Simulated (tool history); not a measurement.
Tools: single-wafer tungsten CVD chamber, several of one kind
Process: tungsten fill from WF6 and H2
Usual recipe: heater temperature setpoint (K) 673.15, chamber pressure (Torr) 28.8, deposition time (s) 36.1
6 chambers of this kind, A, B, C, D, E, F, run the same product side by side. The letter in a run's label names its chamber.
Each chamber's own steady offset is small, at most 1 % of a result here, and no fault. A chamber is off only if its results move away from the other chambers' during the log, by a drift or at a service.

run	hour	heater temperature setpoint (K)	chamber pressure (Torr)	deposition time (s)	hours since the last thermocouple change	hours since the last manometer calibration	read-back reference wafer on the same gauge, thickness_nm	mean film thickness on the monitor wafer (angstrom)
# hour 4.5: chamber E: capacitance manometer re-zeroed and calibrated
1E	9.1	673.15	28.8	36.1	2007.5	4.6	105.95	1017.70
# hour 10.3: chamber E: thermocouple changed; heater temperature recalibrated
2C	15.2	673.15	28.8	36.1	1121.1	944.3	105.89	1027.10
3B	25.8	673.15	28.8	36.1	80.7	328.1	105.99	1033.50
4D	32.1	673.15	28.8	36.1	61.7	1071.0	106.11	1038.80
5F	38.7	673.15	28.8	36.1	2321.9	1267.3	106.09	1027.60
6A	45.3	673.15	28.8	36.1	272.8	153.8	105.92	1036.50
7E	51.8	673.15	28.8	36.1	41.6	47.3	106.05	1017.90
8D	59.3	673.15	31.2	38.5	88.9	1098.2	106.07	1143.80
9C	64.5	673.15	31.2	38.5	1170.4	993.6	106.10	1142.60
10B	72.3	673.15	31.2	38.5	127.2	374.6	105.94	1141.60
11F	82.7	673.15	31.2	38.5	2365.9	1311.3	106.03	1148.80
12A	92.8	673.15	31.2	38.5	320.3	201.3	106.06	1145.90
13C	98.8	673.15	31.2	38.5	1204.7	1027.9	106.03	1148.50
14A	108.3	673.15	28.8	36.1	335.8	216.8	106.07	1034.20
15B	116.4	673.15	28.8	36.1	171.3	418.7	105.97	1027.10
16F	124.9	673.15	28.8	36.1	2408.1	1353.5	106.05	1033.20
17D	131.8	673.15	28.8	36.1	161.4	1170.7	106.04	1030.60
18E	137.5	673.15	28.8	36.1	127.3	133.0	106.02	1022.10
19A	147.6	673.15	28.8	36.1	375.1	256.1	106.00	1029.50
20F	156.6	673.15	28.8	36.1	2439.8	1385.2	105.98	1031.80
21B	164.2	673.15	28.8	36.1	219.1	466.5	105.99	1032.60
22D	172.2	673.15	28.8	36.1	201.8	1211.1	105.93	1032.20
# hour 173.3: chamber F: thermocouple changed; heater temperature recalibrated
23E	178.7	673.15	28.8	36.1	168.5	174.2	105.99	1020.10
24C	187.0	673.15	28.8	36.1	1292.9	1116.1	105.98	1051.70
25A	194.5	673.15	28.8	36.1	422.0	303.0	105.98	1043.90
26E	200.9	673.15	28.8	36.1	190.7	196.4	106.01	1023.80
27F	207.7	673.15	28.8	36.1	34.4	1436.3	106.04	1030.90
28D	212.4	673.15	28.8	36.1	242.0	1251.3	106.00	1021.10
29C	222.9	673.15	28.8	36.1	1328.8	1152.0	105.95	1050.40
30B	228.2	673.15	28.8	36.1	283.1	530.5	106.02	1031.00
31A	235.6	673.15	28.8	36.1	463.1	344.1	106.16	1034.40
32C	243.9	673.15	28.8	36.1	1349.8	1173.0	105.92	1052.20
33B	252.1	673.15	28.8	36.1	307.0	554.4	106.02	1027.00
34D	260.2	673.15	28.8	36.1	289.8	1299.1	105.89	1030.50
35F	264.9	673.15	28.8	36.1	91.6	1493.5	105.97	1029.30
36E	271.5	673.15	28.8	36.1	261.3	267.0	105.95	1020.30
37D	280.5	673.15	28.8	29.2	310.1	1319.4	105.96	830.63

For the next run the whole fleet of 6 chambers uses the same settings. Give each chamber's results:
38A	288.3	682.15	28.8	36.1				?
38B	288.3	682.15	28.8	36.1				?
38C	288.3	682.15	28.8	36.1				?
38D	288.3	682.15	28.8	36.1				?
38E	288.3	682.15	28.8	36.1				?
38F	288.3	682.15	28.8	36.1				?

run	mean film thickness on the monitor wafer (angstrom)
38A	1211.20
38B	1211.70
38C	1244.70
38D	1202.00
38E	1197.30
38F	1202.00
